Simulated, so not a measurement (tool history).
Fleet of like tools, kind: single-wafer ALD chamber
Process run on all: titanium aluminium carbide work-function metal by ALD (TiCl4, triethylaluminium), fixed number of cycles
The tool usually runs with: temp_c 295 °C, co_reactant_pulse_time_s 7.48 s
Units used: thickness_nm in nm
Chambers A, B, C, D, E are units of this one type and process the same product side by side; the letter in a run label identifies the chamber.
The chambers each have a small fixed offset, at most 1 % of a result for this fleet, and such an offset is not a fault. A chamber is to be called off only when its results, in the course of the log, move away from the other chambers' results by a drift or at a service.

| run | hour | temp_c | co_reactant_pulse_time_s | read-back reference wafer on the same gauge, thickness_nm | thickness_nm |
|---|---|---|---|---|---|
| 1E | 5.4 | 295 | 7.48 | 2.1494 | 1.8717 |
| 2A | 8.9 | 295 | 7.48 | 2.1507 | 1.8587 |
|  | 12.4 | chamber E: thermocouple changed; heater temperature recalibrated |
| 3B | 12.4 | 295 | 7.48 | 2.1506 | 1.8586 |
| 4D | 15.4 | 295 | 7.48 | 2.1515 | 1.8504 |
| 5C | 20 | 283 | 9.03 | 2.1504 | 1.8225 |
| 6E | 25.2 | 283 | 9.03 | 2.1501 | 1.8509 |
| 7A | 28.3 | 283 | 9.03 | 2.1504 | 1.8228 |
| 8B | 32.2 | 283 | 9.03 | 2.1506 | 1.8125 |
| 9D | 36.5 | 283 | 9.03 | 2.1502 | 1.8051 |
| 10C | 39.2 | 295 | 7.48 | 2.15 | 1.8572 |
| 11C | 42.3 | 295 | 7.48 | 2.1509 | 1.8638 |
| 12E | 46.5 | 286 | 8.94 | 2.1471 | 1.8686 |
| 13D | 50.1 | 286 | 8.94 | 2.1493 | 1.8272 |
| 14A | 53.3 | 286 | 8.94 | 2.1509 | 1.8361 |
| 15B | 57.8 | 286 | 8.94 | 2.1485 | 1.8408 |
| 16D | 60.3 | 286 | 8.94 | 2.1491 | 1.8236 |
| 17E | 64.9 | 295 | 7.48 | 2.1507 | 1.88 |
| 18B | 68.9 | 295 | 7.48 | 2.1511 | 1.8649 |
| 19C | 74.2 | 295 | 7.48 | 2.1512 | 1.8601 |
| 20A | 77.9 | 295 | 7.48 | 2.1507 | 1.8604 |
| 21E | 81.2 | 295 | 7.48 | 2.1513 | 1.8734 |
| 22A | 85.2 | 306 | 5.78 | 2.1509 | 1.8212 |
| 23B | 90.6 | 306 | 5.78 | 2.1509 | 1.8228 |
| 24D | 94.8 | 306 | 5.78 | 2.152 | 1.7812 |
| 25C | 98.4 | 306 | 5.78 | 2.1496 | 1.8288 |
| 26E | 102.9 | 306 | 5.78 | 2.1518 | 1.8454 |
| 27D | 107.4 | 295 | 5.7 | 2.1489 | 1.6981 |
| 28C | 110.9 | 295 | 5.7 | 2.1499 | 1.7323 |
| 29A | 115.3 | 295 | 5.7 | 2.1497 | 1.7349 |
| 30B | 118.1 | 295 | 5.7 | 2.1492 | 1.7227 |

Does one chamber stand apart from the rest, does the shared gauge drift, or is all well apart from small per-chamber offsets? Give the chamber and the most likely cause, where there is one.

One chamber, D, drifts off from the rest bit by bit.
What lies behind it: wafer temperature below the value expected at the setpoint (K) = 5.37.
The log may not tell that from: triethylaluminium dose below that of a fresh bottle (%).

Below are 4 candidate recipes for chamber D's next run, each the usual settings with a change, their results shown as question marks. Which of them brings D's results back in line with what the other chambers give on the usual settings?
Counts as in line when no further than this from what the other chambers average on the usual settings: thickness_nm 0.023 nm
| 31D-1 | 122.1 | 293 | 6.89 |  | ? |
| 31D-2 | 122.1 | 295 | 7.6 |  | ? |
| 31D-3 | 122.1 | 297 | 8.07 |  | ? |
| 31D-4 | 122.1 | 295 | 7.36 |  | ? |

The other chambers' mean on the usual settings: thickness_nm 1.8638 nm
| run | thickness_nm |
|---|---|
| 31D-1 | 1.7623 |
| 31D-2 | 1.818 |
| 31D-3 | 1.8562 |
| 31D-4 | 1.8057 |
With 31D-3, the chamber falls back in line with the rest.
